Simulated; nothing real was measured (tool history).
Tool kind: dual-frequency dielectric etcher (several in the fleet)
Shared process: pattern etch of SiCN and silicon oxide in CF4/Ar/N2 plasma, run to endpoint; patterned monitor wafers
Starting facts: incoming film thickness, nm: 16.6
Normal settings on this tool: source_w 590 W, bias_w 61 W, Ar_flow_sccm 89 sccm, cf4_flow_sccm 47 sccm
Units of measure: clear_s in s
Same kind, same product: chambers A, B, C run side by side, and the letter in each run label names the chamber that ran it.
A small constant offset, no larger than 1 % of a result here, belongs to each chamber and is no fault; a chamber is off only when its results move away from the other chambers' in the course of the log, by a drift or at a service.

| run | hour | source_w | bias_w | Ar_flow_sccm | cf4_flow_sccm | clear_s |
|---|---|---|---|---|---|---|
| 1B | 6.5 | 590 | 61 | 89 | 47 | 16.835 |
| 2C | 11.8 | 590 | 61 | 89 | 47 | 16.721 |
| 3A | 21.7 | 590 | 61 | 89 | 47 | 16.605 |
| 4A | 26.9 | 590 | 61 | 89 | 47 | 16.796 |
| 5C | 33.5 | 590 | 61 | 89 | 47 | 16.557 |
| 6B | 38.5 | 590 | 61 | 89 | 47 | 16.829 |
| 7C | 46.8 | 590 | 61 | 89 | 47 | 16.592 |
| 8A | 55.2 | 590 | 61 | 110 | 47 | 17.325 |
| 9B | 64.6 | 590 | 61 | 110 | 47 | 17.378 |
| 10A | 71.6 | 590 | 61 | 110 | 47 | 17.291 |
| 11B | 77.7 | 590 | 71 | 89 | 47 | 15.945 |
|  | 82.7 | chamber C: source power generator calibrated |
| 12C | 87.9 | 590 | 71 | 89 | 47 | 15.252 |
| 13B | 95.0 | 590 | 71 | 89 | 47 | 15.905 |
| 14A | 101.1 | 590 | 61 | 89 | 47 | 16.770 |
| 15C | 109.4 | 590 | 61 | 89 | 47 | 16.009 |
| 16C | 116.1 | 590 | 61 | 89 | 47 | 16.009 |
| 17A | 120.5 | 590 | 61 | 89 | 47 | 16.795 |
| 18B | 127.4 | 590 | 61 | 89 | 47 | 17.013 |
| 19A | 132.3 | 590 | 61 | 89 | 47 | 16.654 |
| 20C | 142.1 | 590 | 61 | 89 | 47 | 15.876 |
| 21B | 151.0 | 590 | 61 | 89 | 47 | 16.885 |
| 22B | 160.6 | 590 | 52 | 89 | 56 | 17.387 |
| 23A | 168.6 | 590 | 52 | 89 | 56 | 17.089 |
| 24C | 174.4 | 590 | 52 | 89 | 56 | 16.236 |
| 25A | 180.5 | 590 | 61 | 89 | 47 | 16.684 |
| 26B | 185.0 | 590 | 61 | 89 | 47 | 16.853 |
| 27C | 193.4 | 590 | 61 | 89 | 47 | 16.065 |
| 28C | 200.8 | 590 | 61 | 89 | 47 | 16.052 |

All chambers now run identical settings, listed one chamber a line with results as question marks. What results will each chamber show?
| 29A | 208.0 | 590 | 61 | 89 | 47 | ? |
| 29B | 208.0 | 590 | 61 | 89 | 47 | ? |
| 29C | 208.0 | 590 | 61 | 89 | 47 | ? |

| run | clear_s |
|---|---|
| 29A | 16.767 |
| 29B | 16.763 |
| 29C | 15.960 |
